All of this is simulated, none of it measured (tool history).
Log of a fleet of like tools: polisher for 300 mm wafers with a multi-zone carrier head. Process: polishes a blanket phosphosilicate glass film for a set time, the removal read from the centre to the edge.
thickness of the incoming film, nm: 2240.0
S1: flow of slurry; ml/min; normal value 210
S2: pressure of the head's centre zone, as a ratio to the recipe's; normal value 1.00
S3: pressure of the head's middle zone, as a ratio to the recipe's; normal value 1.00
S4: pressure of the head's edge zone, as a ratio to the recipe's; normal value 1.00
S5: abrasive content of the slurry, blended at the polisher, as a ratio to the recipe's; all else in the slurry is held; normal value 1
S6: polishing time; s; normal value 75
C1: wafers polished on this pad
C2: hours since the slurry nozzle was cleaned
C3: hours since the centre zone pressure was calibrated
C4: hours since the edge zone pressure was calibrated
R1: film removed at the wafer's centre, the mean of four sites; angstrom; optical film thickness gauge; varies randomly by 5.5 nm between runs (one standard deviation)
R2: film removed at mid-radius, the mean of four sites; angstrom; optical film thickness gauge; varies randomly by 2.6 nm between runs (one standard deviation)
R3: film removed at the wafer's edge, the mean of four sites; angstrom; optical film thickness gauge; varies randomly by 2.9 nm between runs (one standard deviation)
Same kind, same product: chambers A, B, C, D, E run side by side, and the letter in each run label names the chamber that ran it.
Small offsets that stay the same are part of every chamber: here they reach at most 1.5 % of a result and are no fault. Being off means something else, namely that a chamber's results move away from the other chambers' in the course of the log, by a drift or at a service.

| run | day | S1 | S2 | S3 | S4 | S5 | S6 | C1 | C2 | C3 | C4 | R1 | R2 | R3 |
|---|---|---|---|---|---|---|---|---|---|---|---|---|---|---|
| 1A | 0.308 | 210 | 1.00 | 1.00 | 1.00 | 1 | 75 | 150 | 511.7 | 77.8 | 310.5 | 4123.8 | 4076.0 | 4035.4 |
| 2B | 0.550 | 210 | 1.00 | 1.00 | 1.00 | 1 | 75 | 556 | 338.6 | 118.0 | 416.5 | 4171.1 | 4074.4 | 4079.3 |
| 3E | 0.904 | 210 | 1.00 | 1.00 | 1.00 | 1 | 75 | 380 | 200.2 | 576.6 | 167.6 | 4048.2 | 4048.1 | 4058.7 |
| 4C | 1.288 | 210 | 1.00 | 1.00 | 1.00 | 1 | 75 | 683 | 222.8 | 356.6 | 160.1 | 4115.2 | 4071.9 | 4152.7 |
|  | 1.588 | chamber B: worn pad replaced by a new one |
| 5D | 1.658 | 210 | 1.00 | 1.00 | 1.00 | 1 | 75 | 347 | 172.7 | 1082.9 | 159.1 | 4039.7 | 4138.5 | 4043.0 |
| 6D | 1.954 | 210 | 1.00 | 1.00 | 1.00 | 1 | 75 | 395 | 179.8 | 1090.0 | 166.2 | 4063.9 | 4121.8 | 3977.4 |
| 7C | 2.288 | 210 | 1.00 | 1.00 | 1.00 | 1 | 75 | 847 | 246.8 | 380.6 | 184.1 | 3976.3 | 4074.0 | 4089.3 |
| 8E | 2.542 | 210 | 1.00 | 1.00 | 1.00 | 1 | 75 | 649 | 239.5 | 615.9 | 206.9 | 4003.1 | 4043.9 | 4090.5 |
|  | 2.600 | chamber D: centre zone pressure recalibrated |
| 9B | 2.929 | 210 | 1.00 | 1.11 | 1.00 | 1 | 75 | 220 | 395.7 | 175.1 | 473.6 | 4159.1 | 4461.7 | 4110.6 |
|  | 3.058 | chamber A: worn pad replaced by a new one |
| 10A | 3.250 | 210 | 1.00 | 1.11 | 1.00 | 1 | 75 | 31 | 582.3 | 148.4 | 381.1 | 4185.8 | 4463.1 | 4076.1 |
|  | 3.400 | chamber C: worn pad replaced by a new one |
| 11C | 3.467 | 210 | 1.00 | 1.11 | 1.00 | 1 | 75 | 11 | 275.1 | 408.9 | 212.4 | 4024.3 | 4492.4 | 4137.2 |
|  | 3.596 | chamber D: worn pad replaced by a new one |
| 12B | 3.896 | 210 | 1.00 | 1.11 | 1.00 | 1 | 75 | 378 | 418.9 | 198.3 | 496.8 | 4086.8 | 4498.4 | 4086.2 |
| 13D | 4.275 | 210 | 1.00 | 1.11 | 1.00 | 1 | 75 | 111 | 235.5 | 40.3 | 221.9 | 4000.0 | 4561.8 | 4096.9 |
|  | 4.467 | chamber A: edge zone pressure recalibrated |
| 14E | 4.654 | 210 | 1.00 | 1.00 | 1.00 | 1 | 75 | 995 | 290.2 | 666.6 | 257.6 | 4116.2 | 4072.9 | 4115.0 |
| 15A | 4.888 | 210 | 1.00 | 1.00 | 1.00 | 1 | 75 | 299 | 621.6 | 187.7 | 10.2 | 4104.1 | 4071.1 | 4133.5 |
| 16D | 5.267 | 210 | 1.00 | 1.00 | 1.00 | 1 | 75 | 274 | 259.3 | 64.1 | 245.7 | 4072.5 | 4152.0 | 4060.7 |
|  | 5.458 | chamber D: slurry nozzle cleaned |
| 17A | 5.483 | 210 | 1.00 | 1.00 | 1.00 | 1 | 75 | 397 | 635.9 | 202.0 | 24.5 | 4120.1 | 4035.5 | 4147.8 |
| 18B | 5.717 | 210 | 1.00 | 1.00 | 1.00 | 1 | 75 | 676 | 462.6 | 242.0 | 540.5 | 4166.9 | 4089.3 | 4097.9 |
| 19E | 6.008 | 210 | 1.00 | 1.00 | 1.00 | 1 | 75 | 1217 | 322.7 | 699.1 | 290.1 | 4069.3 | 4085.8 | 4070.9 |
|  | 6.375 | chamber B: worn pad replaced by a new one |
| 20C | 6.383 | 210 | 1.05 | 1.07 | 1.00 | 1 | 75 | 489 | 345.1 | 478.9 | 282.4 | 4291.8 | 4342.2 | 4077.4 |
| 21A | 6.646 | 210 | 1.05 | 1.07 | 1.00 | 1 | 75 | 587 | 663.8 | 229.9 | 52.4 | 4505.4 | 4308.9 | 4091.8 |
| 22B | 7.046 | 210 | 1.05 | 1.07 | 1.00 | 1 | 75 | 110 | 494.5 | 273.9 | 572.4 | 4295.2 | 4354.6 | 4089.9 |
| 23C | 7.250 | 210 | 1.05 | 1.07 | 1.00 | 1 | 75 | 631 | 365.9 | 499.7 | 303.2 | 4327.4 | 4335.8 | 4107.6 |
|  | 7.358 | chamber A: worn pad replaced by a new one |
| 24E | 7.558 | 210 | 1.05 | 1.07 | 1.00 | 1 | 75 | 1471 | 359.9 | 736.3 | 327.3 | 4232.9 | 4362.3 | 4045.2 |
|  | 7.671 | chamber E: worn pad replaced by a new one |
| 25D | 7.996 | 210 | 1.00 | 1.00 | 1.05 | 1 | 75 | 721 | 60.9 | 129.6 | 311.2 | 4074.5 | 4105.5 | 4135.8 |
|  | 8.383 | chamber D: worn pad replaced by a new one |
| 26B | 8.446 | 210 | 1.00 | 1.00 | 1.05 | 1 | 75 | 339 | 528.1 | 307.5 | 606.0 | 4118.0 | 4067.4 | 4218.1 |
|  | 8.612 | chamber C: worn pad replaced by a new one |
| 27C | 8.783 | 210 | 1.00 | 1.00 | 1.05 | 1 | 75 | 28 | 402.7 | 536.5 | 340.0 | 4074.9 | 4121.7 | 4212.1 |
| 28D | 9.171 | 210 | 1.00 | 1.00 | 1.05 | 1 | 75 | 129 | 89.1 | 157.8 | 339.4 | 4097.5 | 4130.6 | 4148.3 |
| 29A | 9.575 | 210 | 1.00 | 1.00 | 1.05 | 1 | 75 | 363 | 734.1 | 300.2 | 122.7 | 4003.8 | 4037.1 | 4192.8 |
| 30E | 9.888 | 210 | 1.00 | 1.00 | 1.00 | 1 | 75 | 363 | 415.8 | 792.2 | 383.2 | 4035.8 | 4080.4 | 4044.6 |
| 31E | 10.171 | 210 | 1.00 | 1.00 | 1.00 | 1 | 75 | 409 | 422.6 | 799.0 | 390.0 | 4037.5 | 4102.0 | 4131.4 |
| 32C | 10.575 | 210 | 1.00 | 1.06 | 1.06 | 1 | 75 | 322 | 445.7 | 579.5 | 383.0 | 4062.8 | 4325.0 | 4267.3 |

The same settings go to every chamber for the next run, one line per chamber below. Forecast the results for each:
| 33A | 10.900 | 210 | 1.00 | 1.00 | 1.00 | 1 | 75 |  |  |  |  | ? | ? | ? |
| 33B | 10.900 | 210 | 1.00 | 1.00 | 1.00 | 1 | 75 |  |  |  |  | ? | ? | ? |
| 33C | 10.900 | 210 | 1.00 | 1.00 | 1.00 | 1 | 75 |  |  |  |  | ? | ? | ? |
| 33D | 10.900 | 210 | 1.00 | 1.00 | 1.00 | 1 | 75 |  |  |  |  | ? | ? | ? |
| 33E | 10.900 | 210 | 1.00 | 1.00 | 1.00 | 1 | 75 |  |  |  |  | ? | ? | ? |

| run | R1 | R2 | R3 |
|---|---|---|---|
| 33A | 3998.4 | 4030.7 | 4093.0 |
| 33B | 3981.6 | 4084.6 | 4080.6 |
| 33C | 4062.4 | 4081.3 | 4147.8 |
| 33D | 3993.2 | 4074.1 | 4049.3 |
| 33E | 4106.7 | 4058.9 | 4095.6 |

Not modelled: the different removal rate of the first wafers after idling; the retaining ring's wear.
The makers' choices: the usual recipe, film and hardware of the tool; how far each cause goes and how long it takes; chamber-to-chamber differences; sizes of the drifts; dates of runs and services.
